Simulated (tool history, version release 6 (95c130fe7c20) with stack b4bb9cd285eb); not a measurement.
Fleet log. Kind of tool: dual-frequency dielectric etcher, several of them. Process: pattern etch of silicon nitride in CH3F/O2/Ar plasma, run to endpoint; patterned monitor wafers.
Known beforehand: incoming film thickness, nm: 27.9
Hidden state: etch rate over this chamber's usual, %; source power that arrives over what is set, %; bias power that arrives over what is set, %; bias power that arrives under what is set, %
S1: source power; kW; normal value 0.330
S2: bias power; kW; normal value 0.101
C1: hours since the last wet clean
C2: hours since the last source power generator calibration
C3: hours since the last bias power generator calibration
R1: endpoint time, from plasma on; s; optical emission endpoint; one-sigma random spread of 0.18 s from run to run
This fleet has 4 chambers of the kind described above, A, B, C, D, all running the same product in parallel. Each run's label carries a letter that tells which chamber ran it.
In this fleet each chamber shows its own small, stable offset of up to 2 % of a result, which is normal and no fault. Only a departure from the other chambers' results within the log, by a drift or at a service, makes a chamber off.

Run 1C, hour 4.6: usual settings; C1 120.6; C2 1005.4; C3 1276.0. Result: R1 38.941 s.
Run 2B, hour 12.6: usual settings; C1 517.1; C2 3271.7; C3 3403.4. Result: R1 38.545 s.
Run 3D, hour 22.0: usual settings; C1 394.4; C2 2959.4; C3 3334.4. Result: R1 38.275 s.
Run 4A, hour 26.3: usual settings; C1 487.4; C2 876.1; C3 838.1. Result: R1 38.132 s.
Run 5B, hour 34.8: usual settings; C1 539.3; C2 3293.9; C3 3425.6. Result: R1 38.360 s.
Run 6D, hour 41.8: usual settings; C1 414.2; C2 2979.2; C3 3354.2. Result: R1 38.362 s.
Run 7A, hour 47.5: usual settings; C1 508.6; C2 897.3; C3 859.3. Result: R1 38.151 s.
Run 8C, hour 51.7: usual settings; C1 167.7; C2 1052.5; C3 1323.1. Result: R1 38.790 s.
Run 9B, hour 61.0: usual settings; C1 565.5; C2 3320.1; C3 3451.8. Result: R1 38.478 s.
Run 10C, hour 66.7: usual settings; C1 182.7; C2 1067.5; C3 1338.1. Result: R1 39.037 s.
At hour 71.3: chamber D: wet clean of the chamber.
Run 11A, hour 73.3: usual settings; C1 534.4; C2 923.1; C3 885.1. Result: R1 38.483 s.
Run 12D, hour 80.6: usual settings; C1 9.4; C2 3018.0; C3 3393.0. Result: R1 38.523 s.
Run 13A, hour 85.7: usual settings but S1 0.360 kW, S2 0.119 kW; C1 546.8; C2 935.5; C3 897.5. Result: R1 34.764 s.
Run 14C, hour 90.9: usual settings but S1 0.360 kW, S2 0.119 kW; C1 206.9; C2 1091.7; C3 1362.3. Result: R1 35.499 s.
Run 15D, hour 98.8: usual settings but S1 0.360 kW, S2 0.119 kW; C1 27.6; C2 3036.2; C3 3411.2. Result: R1 35.107 s.
Run 16B, hour 104.5: usual settings but S1 0.360 kW, S2 0.119 kW; C1 609.0; C2 3363.6; C3 3495.3. Result: R1 35.362 s.
Run 17B, hour 112.0: usual settings; C1 616.5; C2 3371.1; C3 3502.8. Result: R1 38.485 s.
Run 18D, hour 118.7: usual settings; C1 47.5; C2 3056.1; C3 3431.1. Result: R1 38.609 s.
Run 19A, hour 124.4: usual settings; C1 585.5; C2 974.2; C3 936.2. Result: R1 38.198 s.
Run 20C, hour 129.6: usual settings; C1 245.6; C2 1130.4; C3 1401.0. Result: R1 39.106 s.
At hour 130.4: chamber B: wet clean of the chamber.
Run 21C, hour 135.5: usual settings; C1 251.5; C2 1136.3; C3 1406.9. Result: R1 39.022 s.
Run 22B, hour 144.5: usual settings; C1 14.2; C2 3403.6; C3 3535.3. Result: R1 36.451 s.
Run 23A, hour 149.1: usual settings; C1 610.2; C2 998.9; C3 960.9. Result: R1 38.282 s.
Run 24D, hour 156.4: usual settings; C1 85.2; C2 3093.8; C3 3468.8. Result: R1 38.584 s.
Run 25B, hour 164.6: usual settings; C1 34.3; C2 3423.7; C3 3555.4. Result: R1 36.461 s.
Run 26D, hour 172.5: usual settings; C1 101.3; C2 3109.9; C3 3484.9. Result: R1 38.558 s.
Run 27A, hour 181.5: usual settings; C1 642.6; C2 1031.3; C3 993.3. Result: R1 38.316 s.
Run 28C, hour 189.3: usual settings; C1 305.3; C2 1190.1; C3 1460.7. Result: R1 38.947 s.
Run 29D, hour 197.5: usual settings; C1 126.3; C2 3134.9; C3 3509.9. Result: R1 38.410 s.
Run 30B, hour 203.1: usual settings but S1 0.270 kW, S2 0.082 kW; C1 72.8; C2 3462.2; C3 3593.9. Result: R1 41.919 s.
Run 31C, hour 208.8: usual settings but S1 0.270 kW, S2 0.082 kW; C1 324.8; C2 1209.6; C3 1480.2. Result: R1 45.584 s.
At hour 209.4: chamber A: wet clean of the chamber.
Run 32A, hour 217.0: usual settings but S1 0.270 kW, S2 0.082 kW; C1 7.7; C2 1066.8; C3 1028.8. Result: R1 44.374 s.
Run 33C, hour 224.9: usual settings but S1 0.270 kW, S2 0.082 kW; C1 340.9; C2 1225.7; C3 1496.3. Result: R1 45.338 s.
Run 34D, hour 231.9: usual settings but S2 0.116 kW; C1 160.7; C2 3169.3; C3 3544.3. Result: R1 36.364 s.
Run 35B, hour 240.8: usual settings but S2 0.116 kW; C1 110.5; C2 3499.9; C3 3631.6. Result: R1 34.614 s.
Run 36A, hour 247.9: usual settings but S2 0.116 kW; C1 38.6; C2 1097.7; C3 1059.7. Result: R1 36.221 s.
Run 37B, hour 255.4: usual settings but S2 0.116 kW; C1 125.1; C2 3514.5; C3 3646.2. Result: R1 35.012 s.
Run 38D, hour 260.3: usual settings; C1 189.1; C2 3197.7; C3 3572.7. Result: R1 38.492 s.
Run 39A, hour 269.6: usual settings; C1 60.3; C2 1119.4; C3 1081.4. Result: R1 38.129 s.
Run 40C, hour 274.3: usual settings; C1 390.3; C2 1275.1; C3 1545.7. Result: R1 39.061 s.
Run 41D, hour 282.6: usual settings but S1 0.270 kW, S2 0.090 kW; C1 211.4; C2 3220.0; C3 3595.0. Result: R1 42.929 s.
Run 42A, hour 291.4: usual settings but S1 0.270 kW, S2 0.090 kW; C1 82.1; C2 1141.2; C3 1103.2. Result: R1 43.300 s.
Run 43B, hour 299.0: usual settings but S1 0.270 kW, S2 0.090 kW; C1 168.7; C2 3558.1; C3 3689.8. Result: R1 41.170 s.

Each of the 4 chambers runs these same settings next. Fill in every chamber's results:
Run 44A, hour 305.8: usual settings. Result: R1 ?.
Run 44B, hour 305.8: usual settings. Result: R1 ?.
Run 44C, hour 305.8: usual settings. Result: R1 ?.
Run 44D, hour 305.8: usual settings. Result: R1 ?.

run      R1
44A  38.124
44B  36.876
44C  38.975
44D  38.018
